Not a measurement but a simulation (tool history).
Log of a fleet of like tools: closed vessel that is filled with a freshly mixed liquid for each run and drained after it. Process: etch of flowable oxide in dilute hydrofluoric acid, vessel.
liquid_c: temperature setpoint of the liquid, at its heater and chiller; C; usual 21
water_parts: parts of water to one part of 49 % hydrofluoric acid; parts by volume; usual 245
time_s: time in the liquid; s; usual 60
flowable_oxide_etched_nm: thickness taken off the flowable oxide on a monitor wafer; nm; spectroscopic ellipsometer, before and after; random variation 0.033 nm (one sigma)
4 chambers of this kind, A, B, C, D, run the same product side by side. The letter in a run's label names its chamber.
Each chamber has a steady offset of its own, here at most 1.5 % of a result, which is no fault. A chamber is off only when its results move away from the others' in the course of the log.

run,hour,liquid_c,water_parts,time_s,hours since the thermometer was replaced,hours since the hydrofluoric acid flow meter was replaced,"read-back film thickness of the flowable oxide reference wafer, read on the same gauge (nm)",flowable_oxide_etched_nm
1C,4.3,21,245,60,168.4,714.2,79.998,5.6360
2D,8.5,21,245,60,652.2,651.3,79.993,5.7297
3A,11.8,21,245,60,2511.3,436.7,79.999,5.6630
4B,16.4,21,245,60,1041.3,81.4,79.987,5.7342
5A,20.4,21,245,60,2519.9,445.3,79.985,5.6724
6C,24.4,21,245,60,188.5,734.3,80.002,5.6677
7B,28.3,21,245,60,1053.2,93.3,79.997,5.7593
8D,32.3,21,245,60,676.0,675.1,80.006,5.6951
# hour 33.5: chamber A: thermometer replaced
9D,36.7,21,245,60,680.4,679.5,80.018,5.6757
10A,40.7,21,245,60,7.2,465.6,80.013,5.6518
11B,43.0,21,245,60,1067.9,108.0,80.014,5.7006
12C,45.0,21,245,60,209.1,754.9,80.003,5.6462
13D,49.1,21,245,60,692.8,691.9,79.992,5.7285
14C,51.4,21,245,60,215.5,761.3,80.002,5.6738
15B,55.6,21,245,60,1080.5,120.6,80.001,5.7222
16A,57.8,19,145,60,24.3,482.7,80.018,9.8594
17D,60.5,19,145,60,704.2,703.3,80.003,10.0490
18C,64.7,19,145,60,228.8,774.6,80.001,10.1390
19B,68.7,19,145,60,1093.6,133.7,79.998,9.8408
20A,72.7,21,245,60,39.2,497.6,80.001,5.6415
21A,76.2,21,245,60,42.7,501.1,80.011,5.7082
22D,80.0,21,245,60,723.7,722.8,79.994,5.6419
23C,83.2,21,245,60,247.3,793.1,79.988,5.8558
24B,87.6,21,245,60,1112.5,152.6,79.986,5.7158
25D,90.3,21,245,60,734.0,733.1,79.987,5.6449
26C,94.3,21,245,60,258.4,804.2,79.998,5.9663
27B,97.8,21,245,60,1122.7,162.8,80.013,5.7437
# hour 99.9: chamber D: hydrofluoric acid flow meter replaced
28A,101.0,21,245,60,67.5,525.9,79.993,5.6797
29D,103.8,21,245,60,747.5,3.9,80.002,5.6799
30C,107.7,21,245,60,271.8,817.6,79.988,5.9818
31B,111.9,21,245,60,1136.8,176.9,79.995,5.7228
32A,116.4,21,245,60,82.9,541.3,79.978,5.6680
33C,120.3,21,245,60,284.4,830.2,79.994,6.0852
34A,123.3,21,180,60,89.8,548.2,80.004,8.2787

All 4 chambers run these settings next. Forecast each chamber's results:
35A,126.6,21,245,60,,,,?
35B,126.6,21,245,60,,,,?
35C,126.6,21,245,60,,,,?
35D,126.6,21,245,60,,,,?

run,flowable_oxide_etched_nm
35A,5.6267
35B,5.7557
35C,6.1158
35D,5.7194
